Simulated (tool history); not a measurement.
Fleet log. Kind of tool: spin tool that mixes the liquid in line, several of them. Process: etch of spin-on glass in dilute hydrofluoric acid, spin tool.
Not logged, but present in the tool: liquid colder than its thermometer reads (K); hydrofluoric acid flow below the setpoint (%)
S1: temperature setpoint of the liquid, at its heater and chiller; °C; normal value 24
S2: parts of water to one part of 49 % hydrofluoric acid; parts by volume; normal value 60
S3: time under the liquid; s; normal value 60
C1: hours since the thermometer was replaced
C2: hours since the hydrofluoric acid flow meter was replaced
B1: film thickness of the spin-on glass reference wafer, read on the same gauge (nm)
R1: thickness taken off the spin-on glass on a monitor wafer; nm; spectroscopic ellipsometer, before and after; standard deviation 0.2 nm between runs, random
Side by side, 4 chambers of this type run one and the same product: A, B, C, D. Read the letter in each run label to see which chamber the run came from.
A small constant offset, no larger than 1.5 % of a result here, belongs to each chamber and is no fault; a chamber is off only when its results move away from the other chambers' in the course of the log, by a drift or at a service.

Run 1B, hour 12.8: usual settings; C1 666.3; C2 579.4; B1 140.05. Result: R1 21.933 nm.
Run 2A, hour 24.7: usual settings; C1 2160.5; C2 600.4; B1 139.99. Result: R1 21.648 nm.
Run 3D, hour 31.5: usual settings; C1 659.1; C2 368.5; B1 139.98. Result: R1 22.057 nm.
Run 4C, hour 43.4: usual settings; C1 972.3; C2 588.8; B1 139.98. Result: R1 21.944 nm.
Run 5B, hour 52.3: usual settings; C1 705.8; C2 618.9; B1 140.01. Result: R1 21.593 nm.
Run 6D, hour 59.8: usual settings; C1 687.4; C2 396.8; B1 139.99. Result: R1 22.107 nm.
Run 7C, hour 71.6: usual settings but S2 40 parts by volume, S3 40 s; C1 1000.5; C2 617; B1 140.03. Result: R1 22.844 nm.
Run 8A, hour 80.1: usual settings but S2 40 parts by volume, S3 40 s; C1 2215.9; C2 655.8; B1 139.97. Result: R1 21.932 nm.
Run 9A, hour 88.3: usual settings but S2 40 parts by volume, S3 40 s; C1 2224.1; C2 664; B1 139.98. Result: R1 21.992 nm.
Run 10C, hour 96.2: usual settings but S2 40 parts by volume, S3 40 s; C1 1025.1; C2 641.6; B1 140.03. Result: R1 22.796 nm.
Run 11D, hour 105.3: usual settings; C1 732.9; C2 442.3; B1 140. Result: R1 21.962 nm.
Run 12B, hour 117.5: usual settings; C1 771; C2 684.1; B1 139.97. Result: R1 21.055 nm.
Run 13A, hour 129.9: usual settings; C1 2265.7; C2 705.6; B1 139.99. Result: R1 21.778 nm.
Run 14B, hour 136.6: usual settings; C1 790.1; C2 703.2; B1 139.97. Result: R1 20.84 nm.
Run 15C, hour 143.7: usual settings; C1 1072.6; C2 689.1; B1 139.95. Result: R1 21.615 nm.
Run 16D, hour 150: usual settings; C1 777.6; C2 487; B1 140.03. Result: R1 22.054 nm.
Run 17A, hour 159.9: usual settings; C1 2295.7; C2 735.6; B1 140.01. Result: R1 21.439 nm.
Run 18D, hour 169.1: usual settings; C1 796.7; C2 506.1; B1 139.97. Result: R1 22.062 nm.
Run 19C, hour 178.4: usual settings; C1 1107.3; C2 723.8; B1 139.97. Result: R1 21.65 nm.
Run 20B, hour 186.7: usual settings; C1 840.2; C2 753.3; B1 139.99. Result: R1 21.003 nm.
Run 21C, hour 195.3: usual settings but S1 20.5 °C, S3 95 s; C1 1124.2; C2 740.7; B1 140.02. Result: R1 30.227 nm.
Run 22A, hour 207.8: usual settings but S1 20.5 °C, S3 95 s; C1 2343.6; C2 783.5; B1 139.97. Result: R1 29.423 nm.
Run 23D, hour 219.5: usual settings but S1 20.5 °C, S3 95 s; C1 847.1; C2 556.5; B1 140. Result: R1 30.103 nm.
Run 24B, hour 227.3: usual settings but S1 20.5 °C, S3 95 s; C1 880.8; C2 793.9; B1 140.02. Result: R1 28.332 nm.
Run 25A, hour 237.8: usual settings; C1 2373.6; C2 813.5; B1 139.99. Result: R1 21.176 nm.
Run 26B, hour 243.8: usual settings; C1 897.3; C2 810.4; B1 140.04. Result: R1 20.697 nm.
Run 27D, hour 254.6: usual settings; C1 882.2; C2 591.6; B1 140.02. Result: R1 22.059 nm.
Run 28C, hour 261.7: usual settings; C1 1190.6; C2 807.1; B1 140.01. Result: R1 21.709 nm.
Run 29D, hour 273.1: usual settings; C1 900.7; C2 610.1; B1 140. Result: R1 21.875 nm.
Run 30A, hour 282.8: usual settings; C1 2418.6; C2 858.5; B1 140.01. Result: R1 21.368 nm.
Run 31B, hour 293.1: usual settings; C1 946.6; C2 859.7; B1 140.02. Result: R1 20.142 nm.
Run 32C, hour 299.5: usual settings; C1 1228.4; C2 844.9; B1 139.98. Result: R1 21.838 nm.
Run 33C, hour 306.9: usual settings; C1 1235.8; C2 852.3; B1 139.99. Result: R1 21.966 nm.

All chambers now run identical settings, listed one chamber a line with results as question marks. What results will each chamber show?
Run 34A, hour 316.7: usual settings. Result: R1 ?.
Run 34B, hour 316.7: usual settings. Result: R1 ?.
Run 34C, hour 316.7: usual settings. Result: R1 ?.
Run 34D, hour 316.7: usual settings. Result: R1 ?.

run      R1
34A  21.514
34B  20.221
34C  22.258
34D  22.203
